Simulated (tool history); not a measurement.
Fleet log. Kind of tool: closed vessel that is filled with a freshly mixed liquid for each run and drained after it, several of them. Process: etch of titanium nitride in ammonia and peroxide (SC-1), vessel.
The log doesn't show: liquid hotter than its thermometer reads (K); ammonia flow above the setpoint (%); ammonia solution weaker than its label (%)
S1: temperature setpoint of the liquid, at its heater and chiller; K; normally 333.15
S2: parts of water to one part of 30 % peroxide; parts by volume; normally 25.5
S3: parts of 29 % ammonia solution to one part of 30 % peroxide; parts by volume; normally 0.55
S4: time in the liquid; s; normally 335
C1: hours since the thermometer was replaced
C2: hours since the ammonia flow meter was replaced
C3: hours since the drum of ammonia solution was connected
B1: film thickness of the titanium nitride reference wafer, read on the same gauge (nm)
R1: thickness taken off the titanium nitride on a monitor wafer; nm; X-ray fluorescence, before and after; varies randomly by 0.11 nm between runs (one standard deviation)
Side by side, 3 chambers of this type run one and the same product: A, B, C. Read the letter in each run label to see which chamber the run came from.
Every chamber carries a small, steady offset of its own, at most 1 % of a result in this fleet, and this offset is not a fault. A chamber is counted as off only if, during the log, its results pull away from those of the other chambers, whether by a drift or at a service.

run   hour      S1    S2    S3   S4      C1     C2      C3      B1      R1
 1A    5.6  333.15  25.5  0.55  335     606  632.2   269.8  139.98  14.138
 2C   12.1  333.15  25.5  0.55  335     660  230.5     717  139.99  13.965
 3B   17.9  333.15  25.5  0.55  335  1166.3  759.7  1060.4  139.98  14.272
 4C   25.1  333.15  25.5  0.55  335     673  243.5     730  139.99  14.135
 5A   30.7  328.15  21.5  0.55  335   631.1  657.3   294.9  139.95  11.345
 6B   36.9  328.15  21.5  0.55  335  1185.3  778.7  1079.4     140  11.316
 7A   42.2  328.15  21.5  0.55  335   642.6  668.8   306.4  139.99  11.273
 8B   47.8  333.15  25.5  0.55  335  1196.2  789.6  1090.3  140.06  14.213
 9C   53.4  333.15  25.5  0.55  335   701.3  271.8   758.3  139.96  14.144
10C   60.9  333.15  25.5  0.55  335   708.8  279.3   765.8  140.01  14.132
11A   65.7  333.15  25.5  0.55  335   666.1  692.3   329.9  139.98  14.358
12B   71.3  333.15  25.5  0.55  335  1219.7  813.1  1113.8  140.01  14.057
13C   78.6  333.15  25.5  0.55  335   726.5    297   783.5  140.01  14.179
14A   86.6  326.15  16.5  0.55  335     687  713.2   350.8  140.03   11.44
15B   90.4  326.15  16.5  0.55  335  1238.8  832.2  1132.9  139.98  11.475
16A   97.1  326.15  16.5  0.55  335   697.5  723.7   361.3  139.99  11.506
17B  101.2  333.15  25.5  0.55  335  1249.6    843  1143.7  139.97  14.362
18C  106.6  333.15  25.5  0.55  335   754.5    325   811.5  139.98  14.214
     109.8  -- chamber B: new drum of ammonia solution connected
19A  112.4  330.15  25.5  0.55  220   712.8    739   376.6  139.96  7.5748
20C  118.5  330.15  25.5  0.55  220   766.4  336.9   823.4     140  7.6636
21B  123.4  330.15  25.5  0.55  220  1271.8  865.2    13.7  139.98  7.7199
22C  131.3  333.15  25.5  0.55  335   779.2  349.7   836.2  140.05   14.13
23A  135.2  333.15  25.5  0.55  335   735.6  761.8   399.4  140.01  14.327
24B  141.2  333.15  25.5  0.55  335  1289.6    883    31.5  140.02   14.02
     146.8  -- chamber C: new drum of ammonia solution connected
25A  146.8  333.15  25.5  0.55  335   747.2  773.4     411     140  14.331
26B  153.9  333.15  25.5  0.55  335  1302.3  895.7    44.2  140.01  14.379
27C  160.9  333.15  25.5  0.55  260   808.8  379.3    14.1  139.99  11.212
28C  164.9  333.15  25.5  0.55  260   812.8  383.3    18.1  139.99  11.095

For the next run the whole fleet of 3 chambers uses the same settings. Give each chamber's results:
29A  170.6  328.65  25.5  0.55  335                   ?
29B  170.6  328.65  25.5  0.55  335                   ?
29C  170.6  328.65  25.5  0.55  335                   ?

run      R1
29A  10.336
29B  10.586
29C  10.627

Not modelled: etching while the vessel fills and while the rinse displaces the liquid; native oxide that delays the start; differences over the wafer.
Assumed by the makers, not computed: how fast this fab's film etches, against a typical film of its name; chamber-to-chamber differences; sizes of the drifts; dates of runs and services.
